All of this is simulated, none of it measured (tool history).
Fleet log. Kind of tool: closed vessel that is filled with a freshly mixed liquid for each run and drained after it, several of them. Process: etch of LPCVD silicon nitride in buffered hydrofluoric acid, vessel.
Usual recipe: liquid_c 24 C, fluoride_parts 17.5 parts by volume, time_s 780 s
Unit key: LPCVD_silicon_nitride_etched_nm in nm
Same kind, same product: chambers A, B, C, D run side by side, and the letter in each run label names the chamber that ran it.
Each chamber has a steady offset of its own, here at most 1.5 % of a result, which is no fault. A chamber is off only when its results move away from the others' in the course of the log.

| run | hour | liquid_c | fluoride_parts | time_s | hours since the thermometer was replaced | hours since the hydrofluoric acid flow meter was replaced | read-back film thickness of the LPCVD silicon nitride reference wafer, read on the same gauge (nm) | LPCVD_silicon_nitride_etched_nm |
|---|---|---|---|---|---|---|---|---|
| 1A | 4.3 | 24 | 17.5 | 780 | 1456.6 | 4.9 | 60.001 | 7.0715 |
| 2C | 9.3 | 24 | 17.5 | 780 | 935.1 | 1097.7 | 59.977 | 7.1704 |
| 3D | 13.0 | 24 | 17.5 | 780 | 735.8 | 196.6 | 59.991 | 7.0941 |
| 4B | 18.6 | 24 | 17.5 | 780 | 176.1 | 663.2 | 59.991 | 6.9501 |
| 5D | 22.5 | 24 | 17.5 | 780 | 745.3 | 206.1 | 59.972 | 7.0996 |
| 6A | 27.3 | 24 | 17.5 | 780 | 1479.6 | 27.9 | 59.949 | 7.1203 |
| 7B | 29.8 | 24 | 17.5 | 780 | 187.3 | 674.4 | 60.000 | 7.0310 |
| 8C | 32.4 | 24 | 17.5 | 780 | 958.2 | 1120.8 | 60.026 | 7.1043 |
| 9D | 37.1 | 24 | 17.5 | 780 | 759.9 | 220.7 | 59.929 | 7.0822 |
| 10B | 40.3 | 24 | 17.5 | 780 | 197.8 | 684.9 | 60.012 | 7.0047 |
| 11C | 43.8 | 24 | 17.5 | 780 | 969.6 | 1132.2 | 60.008 | 7.0743 |
| 12A | 49.5 | 24 | 17.5 | 780 | 1501.8 | 50.1 | 59.992 | 7.1002 |
| 13B | 54.6 | 27 | 17.5 | 780 | 212.1 | 699.2 | 60.010 | 8.2275 |
| 14A | 58.5 | 27 | 17.5 | 780 | 1510.8 | 59.1 | 59.996 | 8.2457 |
| 15D | 61.5 | 27 | 17.5 | 780 | 784.3 | 245.1 | 59.994 | 8.3422 |
| 16C | 64.7 | 27 | 17.5 | 780 | 990.5 | 1153.1 | 59.991 | 8.4413 |
| 17A | 68.5 | 24 | 17.5 | 780 | 1520.8 | 69.1 | 59.955 | 6.9864 |
| 18C | 73.8 | 24 | 17.5 | 780 | 999.6 | 1162.2 | 60.036 | 7.1381 |
| 19B | 77.4 | 24 | 17.5 | 780 | 234.9 | 722.0 | 60.005 | 7.0242 |
| 20D | 81.6 | 24 | 17.5 | 780 | 804.4 | 265.2 | 59.995 | 7.1219 |
| 21B | 85.9 | 24 | 17.5 | 780 | 243.4 | 730.5 | 60.037 | 7.0884 |
| 22C | 91.5 | 24 | 17.5 | 780 | 1017.3 | 1179.9 | 60.022 | 7.0561 |
| 23A | 96.9 | 24 | 17.5 | 780 | 1549.2 | 97.5 | 59.991 | 6.9575 |
| 24D | 101.7 | 24 | 17.5 | 780 | 824.5 | 285.3 | 59.968 | 7.0944 |

Has any chamber moved away from the others, gradually or after a service, or does the common gauge drift, or do the chambers differ only by their own small steady offsets? State the chamber and the most likely cause if one applies.

Chamber A drifts away from the others.
What lies behind it: liquid colder than its thermometer reads (K) = 0.583.
It could be hard to tell apart here from: hydrofluoric acid flow below the setpoint (%).

Below are 4 candidate recipes for chamber A's next run, each the usual settings with a change, their results shown as question marks. Which of them brings A's results back in line with what the other chambers give on the usual settings?
In line here means within this much of the mean the other chambers give on the usual settings: LPCVD_silicon_nitride_etched_nm 0.1200 nm
| 25A-1 | 105.9 | 24.0 | 17.0 | 810 |  |  |  | ? |
| 25A-2 | 105.9 | 24.5 | 17.5 | 780 |  |  |  | ? |
| 25A-3 | 105.9 | 24.0 | 17.5 | 760 |  |  |  | ? |
| 25A-4 | 105.9 | 24.0 | 18.0 | 750 |  |  |  | ? |

What the other chambers average on the usual settings: LPCVD_silicon_nitride_etched_nm 7.0940 nm
| run | LPCVD_silicon_nitride_etched_nm |
|---|---|
| 25A-1 | 7.3630 |
| 25A-2 | 7.0791 |
| 25A-3 | 6.7148 |
| 25A-4 | 6.4454 |
Change 25A-2 lands the chamber within the allowed miss of the other chambers.

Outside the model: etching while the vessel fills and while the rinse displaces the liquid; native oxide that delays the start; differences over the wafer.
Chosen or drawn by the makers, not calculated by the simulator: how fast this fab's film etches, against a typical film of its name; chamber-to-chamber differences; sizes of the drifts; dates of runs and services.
